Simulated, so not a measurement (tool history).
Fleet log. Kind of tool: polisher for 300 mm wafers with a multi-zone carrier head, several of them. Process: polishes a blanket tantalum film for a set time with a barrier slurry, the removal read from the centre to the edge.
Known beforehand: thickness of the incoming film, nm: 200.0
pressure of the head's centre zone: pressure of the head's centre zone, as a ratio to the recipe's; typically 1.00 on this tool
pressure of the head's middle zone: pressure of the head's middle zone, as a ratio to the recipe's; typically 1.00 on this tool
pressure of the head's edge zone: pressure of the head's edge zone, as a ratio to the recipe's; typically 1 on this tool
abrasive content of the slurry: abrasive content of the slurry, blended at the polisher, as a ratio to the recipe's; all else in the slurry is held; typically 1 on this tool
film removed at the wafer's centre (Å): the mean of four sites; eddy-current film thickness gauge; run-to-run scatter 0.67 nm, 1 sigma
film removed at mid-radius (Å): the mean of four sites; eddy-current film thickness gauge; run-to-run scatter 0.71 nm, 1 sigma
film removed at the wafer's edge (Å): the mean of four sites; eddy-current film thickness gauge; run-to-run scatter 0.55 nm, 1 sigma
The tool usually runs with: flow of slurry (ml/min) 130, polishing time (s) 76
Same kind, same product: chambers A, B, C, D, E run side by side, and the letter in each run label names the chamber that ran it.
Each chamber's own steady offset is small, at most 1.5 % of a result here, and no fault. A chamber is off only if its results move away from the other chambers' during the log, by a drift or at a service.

| run | hour | flow of slurry (ml/min) | pressure of the head's centre zone | pressure of the head's middle zone | pressure of the head's edge zone | abrasive content of the slurry | polishing time (s) | wafers polished on this pad | hours since the slurry nozzle was cleaned | hours since the centre zone pressure was calibrated | hours since the edge zone pressure was calibrated | film removed at the wafer's centre (Å) | film removed at mid-radius (Å) | film removed at the wafer's edge (Å) |
|---|---|---|---|---|---|---|---|---|---|---|---|---|---|---|
| 1A | 7.7 | 130 | 1.00 | 1.00 | 1 | 1 | 76 | 176 | 60.6 | 328.7 | 373.7 | 652.48 | 635.72 | 627.50 |
| 2D | 16.8 | 130 | 1.00 | 1.00 | 1 | 1 | 76 | 682 | 731.3 | 265.0 | 36.9 | 627.41 | 643.50 | 638.24 |
|  | 20.2 | chamber B: slurry nozzle cleaned |
|  | 26.3 | chamber D: worn pad replaced by a new one |
| 3E | 26.8 | 130 | 1.00 | 1.00 | 1 | 1 | 76 | 1062 | 301.9 | 420.5 | 947.5 | 645.41 | 641.50 | 638.49 |
| 4C | 36.8 | 130 | 1.00 | 1.00 | 1 | 1 | 76 | 379 | 125.8 | 1053.1 | 722.0 | 628.78 | 652.67 | 644.18 |
| 5B | 43.7 | 130 | 1.00 | 1.00 | 1 | 1 | 76 | 353 | 23.6 | 158.8 | 813.3 | 634.80 | 634.75 | 632.22 |
|  | 44.7 | chamber E: worn pad replaced by a new one |
| 6E | 52.6 | 130 | 1.00 | 1.00 | 1 | 1 | 76 | 64 | 327.7 | 446.3 | 973.3 | 632.72 | 645.80 | 641.26 |
| 7D | 60.0 | 130 | 0.89 | 1.06 | 1 | 1 | 76 | 273 | 774.5 | 308.2 | 80.1 | 550.02 | 663.59 | 630.90 |
| 8B | 66.0 | 130 | 0.89 | 1.06 | 1 | 1 | 76 | 533 | 45.9 | 181.1 | 835.6 | 552.71 | 674.14 | 636.49 |
|  | 67.5 | chamber B: edge zone pressure recalibrated |
| 9C | 72.8 | 130 | 0.89 | 1.06 | 1 | 1 | 76 | 670 | 161.8 | 1089.1 | 758.0 | 561.32 | 670.11 | 632.84 |
| 10A | 78.3 | 130 | 0.89 | 1.06 | 1 | 1 | 76 | 746 | 131.2 | 399.3 | 444.3 | 553.29 | 662.85 | 628.89 |
|  | 79.1 | chamber E: edge zone pressure recalibrated |
| 11B | 84.1 | 130 | 0.89 | 1.06 | 1 | 1 | 76 | 680 | 64.0 | 199.2 | 16.6 | 571.34 | 675.79 | 634.67 |
|  | 86.7 | chamber D: slurry nozzle cleaned |
| 12C | 92.6 | 130 | 1.00 | 1.00 | 1 | 1 | 76 | 830 | 181.6 | 1108.9 | 777.8 | 642.90 | 633.88 | 643.50 |
|  | 95.1 | chamber C: edge zone pressure recalibrated |
| 13E | 99.1 | 130 | 1.00 | 1.00 | 1 | 1 | 76 | 440 | 374.2 | 492.8 | 20.0 | 640.88 | 632.62 | 633.75 |
|  | 100.4 | chamber A: centre zone pressure recalibrated |
| 14D | 110.4 | 130 | 1.00 | 1.00 | 1 | 1 | 76 | 680 | 23.7 | 358.6 | 130.5 | 616.18 | 653.41 | 638.61 |
|  | 113.9 | chamber A: worn pad replaced by a new one |
|  | 120.5 | chamber D: worn pad replaced by a new one |
| 15A | 122.1 | 130 | 1.00 | 1.08 | 1 | 1 | 67 | 66 | 175.0 | 21.8 | 488.1 | 567.42 | 612.58 | 555.64 |
|  | 128.8 | chamber B: worn pad replaced by a new one |
| 16E | 129.7 | 130 | 1.00 | 1.08 | 1 | 1 | 67 | 687 | 404.8 | 523.4 | 50.6 | 563.65 | 608.34 | 559.78 |
|  | 131.0 | chamber C: worn pad replaced by a new one |
| 17A | 137.2 | 130 | 1.00 | 1.08 | 1 | 1 | 67 | 188 | 190.1 | 36.9 | 503.2 | 555.21 | 593.34 | 558.35 |
| 18C | 147.8 | 130 | 1.00 | 1.08 | 1 | 1 | 67 | 136 | 236.8 | 1164.1 | 52.7 | 562.81 | 592.11 | 560.10 |
|  | 148.7 | chamber C: centre zone pressure recalibrated |
| 19B | 155.3 | 130 | 1.00 | 1.08 | 1 | 1 | 67 | 214 | 135.2 | 270.4 | 87.8 | 573.74 | 603.98 | 557.26 |
| 20D | 166.0 | 130 | 1.00 | 1.00 | 1 | 1 | 76 | 368 | 79.3 | 414.2 | 186.1 | 624.24 | 639.03 | 633.97 |
| 21C | 176.6 | 130 | 1.00 | 1.00 | 1 | 1 | 76 | 369 | 265.6 | 28.0 | 81.5 | 707.98 | 631.30 | 628.68 |
|  | 176.8 | chamber A: slurry nozzle cleaned |
| 22E | 188.4 | 130 | 1.00 | 1.00 | 1 | 1 | 76 | 1162 | 463.5 | 582.1 | 109.3 | 627.82 | 632.70 | 642.05 |
| 23B | 200.2 | 130 | 1.00 | 1.00 | 1 | 1 | 76 | 577 | 180.1 | 315.3 | 132.7 | 638.21 | 629.09 | 636.85 |
| 24A | 209.1 | 130 | 1.00 | 1.00 | 1 | 1 | 76 | 770 | 32.3 | 108.8 | 575.1 | 630.54 | 641.76 | 630.79 |
|  | 209.7 | chamber E: worn pad replaced by a new one |
|  | 217.0 | chamber D: worn pad replaced by a new one |
| 25D | 218.2 | 130 | 1.00 | 1.00 | 1 | 1 | 76 | 10 | 131.5 | 466.4 | 238.3 | 621.89 | 637.70 | 633.25 |
|  | 219.8 | chamber B: slurry nozzle cleaned |
| 26E | 228.2 | 130 | 1.00 | 1.00 | 1 | 1 | 76 | 149 | 503.3 | 621.9 | 149.1 | 643.02 | 625.40 | 642.77 |
| 27B | 233.5 | 130 | 1.00 | 1.00 | 1 | 1 | 76 | 846 | 13.8 | 348.6 | 166.0 | 636.35 | 637.42 | 634.75 |
| 28D | 242.9 | 130 | 1.09 | 1.00 | 1 | 1 | 65 | 209 | 156.2 | 491.1 | 263.0 | 587.48 | 542.34 | 543.90 |
|  | 250.9 | chamber A: worn pad replaced by a new one |
| 29C | 253.4 | 130 | 1.09 | 1.00 | 1 | 1 | 65 | 990 | 342.4 | 104.8 | 158.3 | 657.83 | 534.89 | 544.91 |
| 30A | 262.0 | 130 | 1.09 | 1.00 | 1 | 1 | 65 | 90 | 85.2 | 161.7 | 628.0 | 598.19 | 548.07 | 540.56 |
|  | 265.7 | chamber B: worn pad replaced by a new one |
| 31E | 273.4 | 130 | 1.09 | 1.00 | 1 | 1 | 65 | 515 | 548.5 | 667.1 | 194.3 | 610.64 | 548.20 | 553.71 |
|  | 277.7 | chamber C: worn pad replaced by a new one |
| 32B | 281.8 | 130 | 1.09 | 1.00 | 1 | 1 | 65 | 130 | 62.1 | 396.9 | 214.3 | 596.17 | 546.06 | 545.93 |
| 33D | 291.3 | 130 | 1.00 | 1.00 | 1 | 1 | 76 | 600 | 204.6 | 539.5 | 311.4 | 610.00 | 625.82 | 636.79 |
| 34C | 297.8 | 130 | 1.00 | 1.00 | 1 | 1 | 76 | 162 | 386.8 | 149.2 | 202.7 | 693.16 | 634.44 | 643.30 |
| 35A | 304.4 | 130 | 1.00 | 1.00 | 1 | 1 | 76 | 432 | 127.6 | 204.1 | 670.4 | 640.07 | 637.72 | 633.39 |
| 36A | 315.1 | 130 | 1.00 | 1.00 | 1 | 1 | 76 | 519 | 138.3 | 214.8 | 681.1 | 626.48 | 630.98 | 634.02 |
| 37B | 325.5 | 130 | 1.00 | 1.00 | 1 | 1 | 76 | 483 | 105.8 | 440.6 | 258.0 | 631.06 | 637.92 | 632.85 |
| 38C | 334.3 | 130 | 1.00 | 1.00 | 1 | 1 | 76 | 457 | 423.3 | 185.7 | 239.2 | 702.70 | 640.62 | 637.93 |

Which is it: a chamber that has drifted or been left off by a service, a gauge drift common to all chambers, or only each chamber's usual small offset? If a chamber is off, name it and its likeliest cause.

After it was serviced, chamber C no longer matches the other chambers.
Likeliest cause: centre zone's pressure above its setpoint, % = 9.75.

Chamber C could run next with any of the 4 candidate recipes listed below; each alters the usual settings, and their results appear as question marks. Which one brings its results back in line with what the other chambers deliver on the usual settings?
A result is in line if it is within this distance of the other chambers' mean on the usual settings: film removed at the wafer's centre (Å) 23.00; film removed at mid-radius (Å) 25.00; film removed at the wafer's edge (Å) 19.00
| 39C-1 | 342.8 | 135 | 1.08 | 0.98 | 0.98 | 1 | 77 |  |  |  |  | ? | ? | ? |
| 39C-2 | 342.8 | 120 | 0.86 | 1.04 | 1.04 | 1 | 75 |  |  |  |  | ? | ? | ? |
| 39C-3 | 342.8 | 125 | 0.92 | 1.02 | 1.02 | 1 | 75 |  |  |  |  | ? | ? | ? |
| 39C-4 | 342.8 | 140 | 1.16 | 0.96 | 0.95 | 1 | 78 |  |  |  |  | ? | ? | ? |

Usual-settings mean across the other chambers: film removed at the wafer's centre (Å) 632.76; film removed at mid-radius (Å) 636.17; film removed at the wafer's edge (Å) 636.37
| run | film removed at the wafer's centre (Å) | film removed at mid-radius (Å) | film removed at the wafer's edge (Å) |
|---|---|---|---|
| 39C-1 | 778.40 | 641.29 | 647.61 |
| 39C-2 | 576.57 | 643.03 | 638.39 |
| 39C-3 | 626.72 | 637.52 | 636.20 |
| 39C-4 | 857.85 | 642.14 | 649.21 |
39C-3 brings the chamber back in line.
